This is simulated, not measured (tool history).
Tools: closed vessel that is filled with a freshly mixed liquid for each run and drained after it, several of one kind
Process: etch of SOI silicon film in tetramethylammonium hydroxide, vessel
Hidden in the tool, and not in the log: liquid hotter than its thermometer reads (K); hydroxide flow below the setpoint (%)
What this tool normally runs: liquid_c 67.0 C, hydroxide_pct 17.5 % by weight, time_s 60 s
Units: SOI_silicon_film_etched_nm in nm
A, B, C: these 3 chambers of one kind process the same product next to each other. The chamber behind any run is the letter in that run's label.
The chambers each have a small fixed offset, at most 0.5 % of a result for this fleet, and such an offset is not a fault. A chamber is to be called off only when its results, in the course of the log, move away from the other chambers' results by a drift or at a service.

| run | hour | liquid_c | hydroxide_pct | time_s | hours since the thermometer was replaced | hours since the hydroxide flow meter was replaced | read-back film thickness of the SOI silicon film reference wafer, read on the same gauge (nm) | SOI_silicon_film_etched_nm |
|---|---|---|---|---|---|---|---|---|
| 1A | 4.8 | 67.0 | 17.5 | 60 | 330.9 | 525.8 | 60.007 | 278.55 |
| 2B | 11.9 | 67.0 | 17.5 | 60 | 384.6 | 806.2 | 59.999 | 280.86 |
| 3C | 17.2 | 67.0 | 17.5 | 60 | 2452.2 | 1057.7 | 59.986 | 278.31 |
| 4C | 25.2 | 67.0 | 17.5 | 60 | 2460.2 | 1065.7 | 60.000 | 277.17 |
| 5A | 32.2 | 67.0 | 17.5 | 60 | 358.3 | 553.2 | 59.992 | 271.99 |
| 6B | 38.0 | 67.0 | 17.5 | 60 | 410.7 | 832.3 | 60.004 | 277.72 |
| 7A | 46.7 | 70.0 | 17.5 | 60 | 372.8 | 567.7 | 60.017 | 331.30 |
| 8B | 51.3 | 70.0 | 17.5 | 60 | 424.0 | 845.6 | 59.993 | 333.42 |
| 9C | 59.8 | 70.0 | 17.5 | 60 | 2494.8 | 1100.3 | 59.997 | 328.39 |
| 10B | 68.1 | 67.0 | 17.5 | 60 | 440.8 | 862.4 | 59.981 | 280.92 |
| 11C | 75.4 | 67.0 | 17.5 | 60 | 2510.4 | 1115.9 | 60.008 | 278.60 |
| 12A | 82.9 | 67.0 | 17.5 | 60 | 409.0 | 603.9 | 59.998 | 277.40 |
| 13B | 91.8 | 67.0 | 17.5 | 60 | 464.5 | 886.1 | 60.006 | 279.19 |
| 14C | 99.3 | 67.0 | 17.5 | 60 | 2534.3 | 1139.8 | 60.002 | 275.21 |
| 15A | 107.9 | 67.0 | 17.5 | 30 | 434.0 | 628.9 | 59.996 | 141.36 |
| 16B | 114.7 | 67.0 | 17.5 | 30 | 487.4 | 909.0 | 59.994 | 141.07 |
| 17A | 122.1 | 67.0 | 17.5 | 30 | 448.2 | 643.1 | 60.006 | 141.59 |
|  | 126.3 | chamber C: thermometer replaced |
| 18C | 130.1 | 67.0 | 17.5 | 60 | 3.8 | 1170.6 | 59.996 | 279.75 |
| 19B | 138.3 | 67.0 | 17.5 | 60 | 511.0 | 932.6 | 60.001 | 276.93 |
| 20A | 143.0 | 67.0 | 17.5 | 60 | 469.1 | 664.0 | 59.994 | 282.52 |
| 21C | 148.8 | 67.0 | 17.5 | 60 | 22.5 | 1189.3 | 60.000 | 277.93 |
| 22B | 157.5 | 67.0 | 17.5 | 60 | 530.2 | 951.8 | 59.995 | 277.91 |
| 23A | 166.6 | 67.0 | 17.5 | 60 | 492.7 | 687.6 | 60.001 | 286.32 |
| 24C | 171.5 | 67.0 | 17.5 | 60 | 45.2 | 1212.0 | 59.996 | 275.84 |
| 25B | 179.0 | 67.0 | 17.5 | 60 | 551.7 | 973.3 | 60.009 | 276.42 |
| 26C | 187.1 | 67.0 | 17.5 | 60 | 60.8 | 1227.6 | 60.004 | 278.59 |
|  | 193.3 | chamber C: hydroxide flow meter replaced |
| 27A | 193.3 | 67.0 | 17.5 | 60 | 519.4 | 714.3 | 60.000 | 285.03 |
| 28C | 197.6 | 67.0 | 17.5 | 60 | 71.3 | 4.3 | 60.001 | 273.22 |
| 29B | 205.0 | 67.0 | 17.5 | 60 | 577.7 | 999.3 | 59.998 | 275.57 |
| 30A | 211.6 | 67.0 | 17.5 | 60 | 537.7 | 732.6 | 60.005 | 285.12 |
| 31A | 221.0 | 67.0 | 17.5 | 60 | 547.1 | 742.0 | 59.990 | 290.48 |
| 32C | 225.6 | 63.5 | 15.5 | 60 | 99.3 | 32.3 | 60.015 | 233.30 |

All 3 chambers run these settings next. Forecast each chamber's results:
| 33A | 232.3 | 67.0 | 17.5 | 60 |  |  |  | ? |
| 33B | 232.3 | 67.0 | 17.5 | 60 |  |  |  | ? |
| 33C | 232.3 | 67.0 | 17.5 | 60 |  |  |  | ? |

| run | SOI_silicon_film_etched_nm |
|---|---|
| 33A | 292.81 |
| 33B | 280.53 |
| 33C | 275.73 |
